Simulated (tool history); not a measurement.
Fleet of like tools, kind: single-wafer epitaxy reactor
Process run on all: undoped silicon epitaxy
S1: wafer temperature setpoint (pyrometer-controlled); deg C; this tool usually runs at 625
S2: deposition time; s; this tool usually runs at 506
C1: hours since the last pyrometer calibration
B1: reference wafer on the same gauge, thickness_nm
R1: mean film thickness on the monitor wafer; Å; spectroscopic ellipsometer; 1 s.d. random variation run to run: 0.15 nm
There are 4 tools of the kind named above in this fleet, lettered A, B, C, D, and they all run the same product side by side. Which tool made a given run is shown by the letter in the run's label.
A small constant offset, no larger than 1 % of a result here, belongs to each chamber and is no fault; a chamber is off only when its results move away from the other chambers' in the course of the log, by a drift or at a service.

run,hour,S1,S2,C1,B1,R1
1B,5.5,625,506,1228.4,41.217,486.16
2D,10.5,625,506,2247.6,41.172,487.50
3A,18.7,625,506,2782.6,41.211,484.96
4C,22.8,625,506,1277.5,41.201,487.56
5C,31.4,625,506,1286.1,41.200,485.81
6B,36.6,625,506,1259.5,41.187,482.35
7A,43.9,637,506,2807.8,41.231,642.03
8D,49.7,637,506,2286.8,41.189,643.19
9C,54.4,637,506,1309.1,41.188,642.13
10A,59.5,637,506,2823.4,41.209,634.88
11D,65.2,625,506,2302.3,41.189,488.21
12B,69.8,625,506,1292.7,41.193,484.27
13D,78.3,625,506,2315.4,41.156,485.69
14B,87.3,625,506,1310.2,41.229,485.64
# hour 90.5: chamber A: pyrometer calibrated
15C,91.4,625,506,1346.1,41.233,488.65
16A,97.1,625,506,6.6,41.171,474.85
17C,104.3,625,506,1359.0,41.172,487.16
18B,112.7,625,506,1335.6,41.188,482.36
19D,119.0,625,506,2356.1,41.207,487.54
20A,127.2,625,506,36.7,41.200,471.36
21B,134.6,625,506,1357.5,41.213,486.42
22D,140.2,625,506,2377.3,41.171,487.54
23A,148.7,625,436,58.2,41.190,407.46
24C,157.4,625,436,1412.1,41.206,421.40
25C,163.0,625,436,1417.7,41.240,419.10
26B,170.6,625,436,1393.5,41.201,418.29
27A,176.1,625,506,85.6,41.187,473.62
28D,184.6,625,506,2421.7,41.216,486.07
29D,192.0,625,506,2429.1,41.189,489.66
30A,200.0,625,506,109.5,41.182,473.39
31B,208.1,625,506,1431.0,41.209,482.35

The same settings go to every chamber for the next run, one line per chamber below. Forecast the results for each:
32A,214.8,612,506,,,?
32B,214.8,612,506,,,?
32C,214.8,612,506,,,?
32D,214.8,612,506,,,?

run,R1
32A,349.46
32B,357.20
32C,359.98
32D,360.88
